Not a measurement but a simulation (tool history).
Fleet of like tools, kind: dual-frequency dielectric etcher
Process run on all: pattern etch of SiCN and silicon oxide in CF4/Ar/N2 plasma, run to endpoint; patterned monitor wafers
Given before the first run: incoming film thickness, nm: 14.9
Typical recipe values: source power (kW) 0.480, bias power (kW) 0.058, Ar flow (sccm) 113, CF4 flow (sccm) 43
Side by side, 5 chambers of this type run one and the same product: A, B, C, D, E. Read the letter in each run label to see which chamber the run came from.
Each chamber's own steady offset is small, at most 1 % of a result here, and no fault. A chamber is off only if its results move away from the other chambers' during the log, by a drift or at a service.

run,hour,source power (kW),bias power (kW),Ar flow (sccm),CF4 flow (sccm),hours since the last wet clean,hours since the last source power generator calibration,hours since the last bias power generator calibration,hours since the last Ar flow controller change,hours since the last CF4 flow controller change,endpoint time (s)
1D,8.7,0.480,0.058,113,43,172.5,869.6,2872.9,330.8,3193.1,19.359
2C,16.7,0.480,0.058,113,43,164.7,879.2,1704.9,539.0,2807.3,19.475
3B,24.1,0.480,0.058,113,43,461.3,2875.4,582.9,498.2,325.8,19.594
4A,35.1,0.480,0.058,113,43,91.7,1319.6,3079.4,1043.5,1815.9,19.421
5E,45.9,0.480,0.058,113,43,384.4,2969.5,49.2,1840.9,5044.1,19.243
6D,53.4,0.480,0.058,113,43,217.2,914.3,2917.6,375.5,3237.8,19.555
7E,65.5,0.480,0.058,113,43,404.0,2989.1,68.8,1860.5,5063.7,19.450
8A,73.6,0.360,0.058,103,43,130.2,1358.1,3117.9,1082.0,1854.4,24.486
# hour 85.0: chamber E: wet clean of the chamber
9B,85.6,0.360,0.058,103,43,522.8,2936.9,644.4,559.7,387.3,24.848
10C,97.1,0.360,0.058,103,43,245.1,959.6,1785.3,619.4,2887.7,25.259
11D,108.7,0.360,0.058,103,43,272.5,969.6,2972.9,430.8,3293.1,24.451
12C,117.1,0.360,0.058,103,43,265.1,979.6,1805.3,639.4,2907.7,25.555
13A,122.9,0.480,0.058,113,43,179.5,1407.4,3167.2,1131.3,1903.7,19.260
14E,128.3,0.480,0.058,113,43,43.4,3051.9,131.6,1923.3,5126.5,19.528
15B,134.6,0.480,0.058,113,37,571.8,2985.9,693.4,608.7,436.3,20.087
16B,144.5,0.480,0.058,113,37,581.7,2995.8,703.3,618.6,446.2,20.073
17A,152.1,0.480,0.058,113,37,208.7,1436.6,3196.4,1160.5,1932.9,19.939
18C,162.8,0.480,0.058,113,37,310.8,1025.3,1851.0,685.1,2953.4,20.602
19E,173.2,0.480,0.058,113,37,88.3,3096.8,176.5,1968.2,5171.4,20.002
# hour 177.9: chamber B: wet clean of the chamber
20D,182.7,0.480,0.067,113,43,346.5,1043.6,3046.9,504.8,3367.1,18.363
21C,191.2,0.480,0.067,113,43,339.2,1053.7,1879.4,713.5,2981.8,18.963
22B,200.9,0.480,0.067,113,43,23.1,3052.2,759.7,675.0,502.6,18.488
23D,208.0,0.480,0.067,113,43,371.8,1068.9,3072.2,530.1,3392.4,18.595
24A,215.2,0.480,0.067,113,43,271.8,1499.7,3259.5,1223.6,1996.0,18.550
25E,227.2,0.480,0.058,113,43,142.3,3150.8,230.5,2022.2,5225.4,19.111
26C,234.5,0.480,0.058,113,43,382.5,1097.0,1922.7,756.8,3025.1,20.146
27D,244.2,0.480,0.058,113,43,408.0,1105.1,3108.4,566.3,3428.6,19.484
# hour 254.0: chamber E: CF4 flow controller replaced
28A,256.4,0.480,0.058,113,43,313.0,1540.9,3300.7,1264.8,2037.2,19.357
29B,263.9,0.480,0.058,113,43,86.1,3115.2,822.7,738.0,565.6,19.746
30E,273.5,0.380,0.058,126,43,188.6,3197.1,276.8,2068.5,19.5,24.295
31A,284.8,0.380,0.058,126,43,341.4,1569.3,3329.1,1293.2,2065.6,24.171
32B,290.8,0.380,0.058,126,43,113.0,3142.1,849.6,764.9,592.5,24.408
33E,299.2,0.380,0.058,126,43,214.3,3222.8,302.5,2094.2,45.2,23.919
34D,309.5,0.380,0.058,126,43,473.3,1170.4,3173.7,631.6,3493.9,24.295

Next, every chamber runs the same settings. What will each give?
35A,318.4,0.480,0.048,113,43,,,,,,?
35B,318.4,0.480,0.048,113,43,,,,,,?
35C,318.4,0.480,0.048,113,43,,,,,,?
35D,318.4,0.480,0.048,113,43,,,,,,?
35E,318.4,0.480,0.048,113,43,,,,,,?

run,endpoint time (s)
35A,20.820
35B,21.001
35C,22.131
35D,20.940
35E,20.778
